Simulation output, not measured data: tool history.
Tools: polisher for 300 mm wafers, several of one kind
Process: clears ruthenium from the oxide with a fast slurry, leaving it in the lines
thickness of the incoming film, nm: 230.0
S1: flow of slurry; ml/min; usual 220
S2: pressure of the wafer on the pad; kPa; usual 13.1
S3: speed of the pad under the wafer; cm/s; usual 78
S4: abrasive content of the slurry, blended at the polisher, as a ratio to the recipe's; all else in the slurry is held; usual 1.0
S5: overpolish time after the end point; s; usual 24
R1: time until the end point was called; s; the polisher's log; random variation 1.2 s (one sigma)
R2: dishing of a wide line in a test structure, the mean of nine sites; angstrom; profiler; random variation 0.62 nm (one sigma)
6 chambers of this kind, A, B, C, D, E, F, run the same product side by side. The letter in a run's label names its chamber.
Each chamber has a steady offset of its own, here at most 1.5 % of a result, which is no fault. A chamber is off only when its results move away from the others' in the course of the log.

run 1B day=0.358 | S1=220 S2=13.1 S3=78 S4=1.0 S5=24 | R1=92.578 R2=454.08
run 2E day=0.733 | S1=220 S2=13.1 S3=78 S4=1.0 S5=24 | R1=92.491 R2=449.55
-- day=0.742 chamber F: worn pad replaced by a new one
-- day=0.833 chamber D: worn pad replaced by a new one
run 3D day=1.100 | S1=220 S2=13.1 S3=78 S4=1.0 S5=24 | R1=90.848 R2=456.87
-- day=1.212 chamber B: worn pad replaced by a new one
run 4A day=1.429 | S1=220 S2=13.1 S3=78 S4=1.0 S5=24 | R1=92.352 R2=445.06
run 5F day=1.646 | S1=220 S2=13.1 S3=78 S4=1.0 S5=24 | R1=88.877 R2=447.93
run 6C day=2.012 | S1=220 S2=13.1 S3=78 S4=1.0 S5=24 | R1=90.244 R2=445.14
run 7E day=2.421 | S1=220 S2=13.1 S3=78 S4=1.0 S5=24 | R1=90.687 R2=457.57
run 8F day=2.662 | S1=220 S2=13.1 S3=78 S4=1.0 S5=24 | R1=88.832 R2=446.84
-- day=2.758 chamber D: slurry nozzle cleaned
run 9A day=3.017 | S1=220 S2=13.1 S3=78 S4=1.0 S5=24 | R1=91.590 R2=445.60
run 10B day=3.412 | S1=220 S2=13.1 S3=78 S4=1.0 S5=24 | R1=93.672 R2=445.33
-- day=3.808 chamber E: worn pad replaced by a new one
run 11C day=3.821 | S1=220 S2=13.1 S3=78 S4=1.0 S5=24 | R1=93.134 R2=449.15
run 12D day=4.121 | S1=285 S2=13.1 S3=78 S4=1.0 S5=24 | R1=89.207 R2=449.14
run 13B day=4.608 | S1=285 S2=13.1 S3=78 S4=1.0 S5=24 | R1=89.638 R2=478.67
run 14A day=4.838 | S1=285 S2=13.1 S3=78 S4=1.0 S5=24 | R1=89.823 R2=456.94
run 15C day=5.142 | S1=285 S2=13.1 S3=78 S4=1.0 S5=24 | R1=90.317 R2=463.66
-- day=5.321 chamber C: worn pad replaced by a new one
-- day=5.404 chamber F: slurry blender recalibrated
-- day=5.458 chamber B: head pressure recalibrated
run 16D day=5.562 | S1=285 S2=13.1 S3=78 S4=1.0 S5=24 | R1=89.824 R2=449.01
-- day=5.896 chamber D: worn pad replaced by a new one
run 17E day=5.967 | S1=285 S2=13.1 S3=78 S4=1.0 S5=24 | R1=88.272 R2=461.85
-- day=6.042 chamber B: slurry blender recalibrated
-- day=6.233 chamber A: worn pad replaced by a new one
run 18F day=6.350 | S1=220 S2=13.1 S3=78 S4=1.0 S5=24 | R1=91.143 R2=445.98
-- day=6.675 chamber C: head pressure recalibrated
run 19B day=6.683 | S1=220 S2=13.1 S3=78 S4=1.0 S5=24 | R1=92.921 R2=452.45
-- day=6.808 chamber E: head pressure recalibrated
-- day=6.912 chamber F: worn pad replaced by a new one
run 20E day=7.158 | S1=220 S2=13.1 S3=78 S4=1.0 S5=24 | R1=92.428 R2=462.26
run 21D day=7.583 | S1=220 S2=13.1 S3=78 S4=1.0 S5=24 | R1=90.603 R2=440.37
run 22C day=8.046 | S1=220 S2=13.1 S3=78 S4=1.0 S5=24 | R1=92.109 R2=454.72
-- day=8.150 chamber A: slurry blender recalibrated
run 23F day=8.304 | S1=220 S2=10.3 S3=92 S4=1.0 S5=24 | R1=97.743 R2=422.53
run 24A day=8.779 | S1=220 S2=10.3 S3=92 S4=1.0 S5=24 | R1=105.120 R2=417.87
-- day=9.217 chamber F: slurry nozzle cleaned
run 25A day=9.262 | S1=220 S2=10.3 S3=92 S4=1.0 S5=24 | R1=105.820 R2=410.67
-- day=9.600 chamber E: worn pad replaced by a new one
-- day=9.633 chamber B: worn pad replaced by a new one
run 26D day=9.658 | S1=220 S2=10.3 S3=92 S4=1.0 S5=24 | R1=97.168 R2=426.82
-- day=9.933 chamber D: slurry blender recalibrated
run 27F day=9.996 | S1=220 S2=10.3 S3=92 S4=1.0 S5=24 | R1=97.865 R2=425.15
-- day=10.442 chamber E: slurry blender recalibrated
run 28E day=10.446 | S1=220 S2=10.3 S3=92 S4=1.0 S5=24 | R1=98.648 R2=430.73
run 29B day=10.788 | S1=220 S2=13.1 S3=78 S4=1.0 S5=24 | R1=91.001 R2=461.97
run 30C day=11.042 | S1=220 S2=13.1 S3=78 S4=1.0 S5=24 | R1=92.879 R2=446.89
-- day=11.146 chamber D: worn pad replaced by a new one
run 31D day=11.367 | S1=220 S2=13.1 S3=78 S4=1.0 S5=24 | R1=91.485 R2=450.71
run 32F day=11.796 | S1=220 S2=13.1 S3=78 S4=1.0 S5=24 | R1=91.275 R2=437.75
run 33B day=12.171 | S1=220 S2=13.1 S3=78 S4=1.0 S5=24 | R1=91.925 R2=450.94
run 34A day=12.617 | S1=220 S2=13.1 S3=78 S4=1.0 S5=24 | R1=100.040 R2=428.51
-- day=12.842 chamber A: worn pad replaced by a new one
run 35E day=13.008 | S1=220 S2=13.1 S3=78 S4=1.0 S5=24 | R1=91.486 R2=455.80
-- day=13.125 chamber F: worn pad replaced by a new one
run 36C day=13.392 | S1=220 S2=13.1 S3=78 S4=1.0 S5=24 | R1=92.521 R2=441.31
run 37C day=13.633 | S1=220 S2=13.1 S3=78 S4=1.0 S5=24 | R1=91.969 R2=461.94
run 38D day=13.892 | S1=220 S2=13.1 S3=78 S4=1.0 S5=24 | R1=93.790 R2=447.78
-- day=14.021 chamber D: slurry nozzle cleaned
run 39F day=14.229 | S1=220 S2=13.1 S3=78 S4=1.0 S5=24 | R1=90.588 R2=435.10
run 40E day=14.512 | S1=220 S2=13.1 S3=78 S4=0.8 S5=24 | R1=100.050 R2=417.99
run 41B day=14.858 | S1=220 S2=13.1 S3=78 S4=0.8 S5=24 | R1=103.240 R2=400.27
run 42A day=15.079 | S1=220 S2=13.1 S3=78 S4=0.8 S5=24 | R1=111.930 R2=385.78
run 43F day=15.292 | S1=220 S2=13.1 S3=78 S4=0.8 S5=24 | R1=103.380 R2=410.73
run 44D day=15.567 | S1=220 S2=13.1 S3=78 S4=0.8 S5=24 | R1=102.490 R2=402.83

All 6 chambers run these settings next. Forecast each chamber's results:
run 45A day=15.921 | S1=160 S2=13.1 S3=78 S4=1.0 S5=24 | R1=? R2=?
run 45B day=15.921 | S1=160 S2=13.1 S3=78 S4=1.0 S5=24 | R1=? R2=?
run 45C day=15.921 | S1=160 S2=13.1 S3=78 S4=1.0 S5=24 | R1=? R2=?
run 45D day=15.921 | S1=160 S2=13.1 S3=78 S4=1.0 S5=24 | R1=? R2=?
run 45E day=15.921 | S1=160 S2=13.1 S3=78 S4=1.0 S5=24 | R1=? R2=?
run 45F day=15.921 | S1=160 S2=13.1 S3=78 S4=1.0 S5=24 | R1=? R2=?

run=45A R1=107.850 R2=408.49
run=45B R1=95.943 R2=437.87
run=45C R1=96.406 R2=433.93
run=45D R1=95.307 R2=429.82
run=45E R1=94.177 R2=439.79
run=45F R1=94.286 R2=440.53
